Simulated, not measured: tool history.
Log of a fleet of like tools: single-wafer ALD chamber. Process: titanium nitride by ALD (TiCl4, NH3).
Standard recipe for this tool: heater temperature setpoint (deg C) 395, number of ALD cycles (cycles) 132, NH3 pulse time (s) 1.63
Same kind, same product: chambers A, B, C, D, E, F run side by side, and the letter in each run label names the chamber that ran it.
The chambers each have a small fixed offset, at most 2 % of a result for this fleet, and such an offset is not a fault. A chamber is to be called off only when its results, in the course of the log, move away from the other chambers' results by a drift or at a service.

run,hour,heater temperature setpoint (deg C),number of ALD cycles (cycles),NH3 pulse time (s),hours since the last thermocouple change,"read-back reference wafer on the same gauge, thickness_nm",mean film thickness on the monitor wafer (nm)
1C,14.9,395,132,1.63,1479.2,3.2799,2.8731
2B,27.6,395,132,1.63,2090.5,3.2781,2.8347
3A,40.3,395,132,1.63,2277.8,3.2769,2.8627
4F,50.8,395,132,1.63,1666.5,3.2786,2.8909
5E,63.6,395,132,1.63,897,3.2777,2.8177
6D,75.9,395,132,1.63,378.2,3.2761,2.8552
7B,83.4,395,132,1.63,2146.3,3.2752,2.8357
8F,94.9,395,132,1.63,1710.6,3.2757,2.8753
9C,111.2,395,132,1.63,1575.5,3.2766,2.8718
10A,125.6,395,132,1.63,2363.1,3.2756,2.8607
11D,141.4,395,132,1.63,443.7,3.2745,2.8589
12E,156.7,395,132,1.63,990.1,3.2724,2.8191
13A,172,395,132,1.63,2409.5,3.2724,2.8568
14F,182.2,384,132,1.63,1797.9,3.2732,2.8434
15C,190.1,384,132,1.63,1654.4,3.271,2.8357
16D,197.4,384,132,1.63,499.7,3.271,2.8213
17B,207.4,384,132,1.63,2270.3,3.272,2.8003
18E,222.2,384,132,1.63,1055.6,3.2715,2.7869
19E,231.5,384,132,1.63,1064.9,3.2696,2.7823
# hour 233.7: chamber B: thermocouple changed; heater temperature recalibrated
20D,245.8,395,119,2.01,548.1,3.2707,2.6052
21C,254,395,119,2.01,1718.3,3.2703,2.6091
22A,266.7,395,119,2.01,2504.2,3.2694,2.6011
23F,275.2,395,119,2.01,1890.9,3.2699,2.6183
24B,287.6,395,119,2.01,53.9,3.2686,2.5769
25E,302.7,395,119,2.01,1136.1,3.2696,2.5618
26C,318.6,395,132,1.63,1782.9,3.2671,2.8617
27A,330,395,132,1.63,2567.5,3.2673,2.8517
28B,341.3,395,132,1.63,107.6,3.2669,2.8273
29D,353.1,395,132,1.63,655.4,3.2672,2.8479
30F,362.4,395,132,1.33,1978.1,3.2659,2.8334
31F,371.6,395,132,1.33,1987.3,3.2648,2.8446
32C,386.6,395,132,1.33,1850.9,3.2653,2.8308
33E,400.7,395,132,1.33,1234.1,3.2629,2.7803
34B,415.2,395,132,1.33,181.5,3.2642,2.804
35A,427.5,395,132,1.33,2665,3.264,2.8098
36D,440.5,395,132,1.63,742.8,3.2628,2.8491
37F,455,395,114,1.63,2070.7,3.2622,2.4852
38B,468.3,395,114,1.63,234.6,3.2604,2.4387
39D,482.5,395,114,1.63,784.8,3.2612,2.4571
40E,496.4,395,114,1.63,1329.8,3.2608,2.4226
41A,508.1,395,114,1.63,2745.6,3.2597,2.4527
42C,520.4,395,114,1.63,1984.7,3.2586,2.4578
43C,535,395,132,1.63,1999.3,3.2594,2.8472

Each of the 6 chambers runs these same settings next. Fill in every chamber's results:
44A,546.9,395,148,1.63,,,?
44B,546.9,395,148,1.63,,,?
44C,546.9,395,148,1.63,,,?
44D,546.9,395,148,1.63,,,?
44E,546.9,395,148,1.63,,,?
44F,546.9,395,148,1.63,,,?

run,mean film thickness on the monitor wafer (nm)
44A,3.1827
44B,3.1657
44C,3.2044
44D,3.1894
44E,3.1458
44F,3.2111
